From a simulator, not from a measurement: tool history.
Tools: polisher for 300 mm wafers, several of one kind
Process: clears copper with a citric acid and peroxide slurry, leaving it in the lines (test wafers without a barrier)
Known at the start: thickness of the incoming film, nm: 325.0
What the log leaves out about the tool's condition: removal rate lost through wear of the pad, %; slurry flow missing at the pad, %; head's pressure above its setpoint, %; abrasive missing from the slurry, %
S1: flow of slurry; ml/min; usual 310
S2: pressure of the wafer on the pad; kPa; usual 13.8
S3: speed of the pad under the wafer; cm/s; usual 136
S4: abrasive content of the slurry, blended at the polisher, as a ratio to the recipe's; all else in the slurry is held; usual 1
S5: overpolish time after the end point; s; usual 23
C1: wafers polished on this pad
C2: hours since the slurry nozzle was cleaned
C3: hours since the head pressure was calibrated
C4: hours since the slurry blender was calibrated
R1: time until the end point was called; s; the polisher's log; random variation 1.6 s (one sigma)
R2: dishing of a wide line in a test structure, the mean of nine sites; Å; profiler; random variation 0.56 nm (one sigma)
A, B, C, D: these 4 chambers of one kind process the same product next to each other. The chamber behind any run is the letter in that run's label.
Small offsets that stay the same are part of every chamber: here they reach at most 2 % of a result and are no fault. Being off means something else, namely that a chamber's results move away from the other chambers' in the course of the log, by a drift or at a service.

run,hour,S1,S2,S3,S4,S5,C1,C2,C3,C4,R1,R2
1C,7.5,310,13.8,136,1,23,164,173.7,824.4,185.1,146.32,333.44
# hour 7.7: chamber D: slurry blender recalibrated
2B,15.6,310,13.8,136,1,23,297,205.3,1168.1,20.3,147.77,329.95
3D,21.9,310,13.8,136,1,23,430,712.1,522.9,14.2,145.18,341.22
4A,28,310,13.8,136,1,23,1240,78.4,72.4,172.9,144.22,341.09
5A,38.8,310,13.8,136,1,23,1314,89.2,83.2,183.7,145.98,340.1
# hour 42.1: chamber A: worn pad replaced by a new one
6B,46.6,310,13.8,136,1,23,508,236.3,1199.1,51.3,146.97,332.11
# hour 51.4: chamber B: head pressure recalibrated
7C,54.6,310,13.8,136,1,23,485,220.8,871.5,232.2,144.86,328.88
8D,61.6,310,13.8,136,1,23,700,751.8,562.6,53.9,144.12,332.93
9D,71.2,310,13.8,136,1,23,766,761.4,572.2,63.5,142.91,340.56
10A,79.3,310,13.8,136,1,23,253,129.7,123.7,224.2,145.59,337
# hour 88.4: chamber C: slurry blender recalibrated
11C,88.4,310,13.8,136,1,23,715,254.6,905.3,0,142.6,335.01
# hour 90.3: chamber D: slurry nozzle cleaned
# hour 91.8: chamber A: slurry blender recalibrated
# hour 97.6: chamber C: slurry nozzle cleaned
12B,100,310,13.8,136,1,23,871,289.7,48.7,104.7,147.77,339.71
13D,110.8,310,13.8,136,1,23,1035,20.6,611.8,103.1,142.88,336.55
# hour 116.1: chamber D: worn pad replaced by a new one
# hour 119.8: chamber C: worn pad replaced by a new one
14A,123.2,310,13.8,136,1,23,552,173.6,167.6,31.4,147.14,344.84
# hour 130.3: chamber D: slurry blender recalibrated
15C,136.5,310,13.8,136,1,23,113,38.9,953.4,48.1,145.16,335.4
16B,145.3,310,13.8,136,1,23,1180,335,94,150,149.07,338.94
# hour 151.2: chamber A: slurry nozzle cleaned
17B,158.4,310,13.8,136,1,23,1269,348.1,107.1,163.1,150.65,343.33
# hour 160.6: chamber B: worn pad replaced by a new one
18C,170.6,310,13.8,136,1,23,345,73,987.5,82.2,145.28,334.41
19A,184,310,13.8,136,1,23,965,32.8,228.4,92.2,143.6,340.81
20D,196.2,310,13.8,136,1,31,545,106,697.2,66,141.26,422.43
# hour 201.8: chamber A: worn pad replaced by a new one
21C,205.4,310,13.8,136,1,31,582,107.8,1022.3,117,146.07,423.21
22A,218.4,310,13.8,136,1,31,112,67.2,262.8,126.6,147.06,423.4
23D,224.9,310,13.8,136,1,31,740,134.7,725.9,94.7,142.87,428.21
24B,237.9,310,13.8,136,1,23,526,427.6,186.6,242.6,148.24,333.44
25D,245.4,310,13.8,136,1,23,879,155.2,746.4,115.2,142.28,322.8
# hour 253.6: chamber D: slurry blender recalibrated
26B,255.5,310,13.8,136,1,23,645,445.2,204.2,260.2,144.86,337.32
27A,263.4,310,13.8,136,1,23,419,112.2,307.8,171.6,144.55,329.89
28C,270.2,310,13.8,136,1,23,1023,172.6,1087.1,181.8,145.73,330.21
# hour 277.3: chamber C: worn pad replaced by a new one
29C,282.9,310,13.8,136,1,23,38,185.3,1099.8,194.5,145.1,339.31
# hour 287.5: chamber A: slurry blender recalibrated
# hour 289.6: chamber B: slurry blender recalibrated
30A,292.3,310,13.8,136,1,23,615,141.1,336.7,4.8,146.37,340.26
31B,301.7,310,15.9,136,1,23,960,491.4,250.4,12.2,128.53,385.17
# hour 301.9: chamber D: worn pad replaced by a new one
32D,310,310,15.9,136,1,23,55,219.8,811,56.5,126.92,381.46
33A,317,310,15.9,136,1,23,783,165.8,361.4,29.5,126.51,382.36
34C,324.9,310,15.9,136,1,23,324,227.3,1141.8,236.5,127.07,370.05
35D,332.4,310,13.8,136,1,23,207,242.2,833.4,78.9,141.78,331.29
# hour 334.8: chamber B: slurry nozzle cleaned
# hour 337.7: chamber B: worn pad replaced by a new one
36B,345.7,310,13.8,136,1,23,54,11,294.4,56.2,143.91,333.69
37D,355.4,310,13.8,136,1,23,364,265.2,856.4,101.9,142.4,325.7

All chambers now run identical settings, listed one chamber a line with results as question marks. What results will each chamber show?
38A,365.3,310,13.8,136,1,23,,,,,?,?
38B,365.3,310,13.8,136,1,23,,,,,?,?
38C,365.3,310,13.8,136,1,23,,,,,?,?
38D,365.3,310,13.8,136,1,23,,,,,?,?

run,R1,R2
38A,146.49,336.09
38B,146.28,342.68
38C,147.06,337.47
38D,143.46,333.03
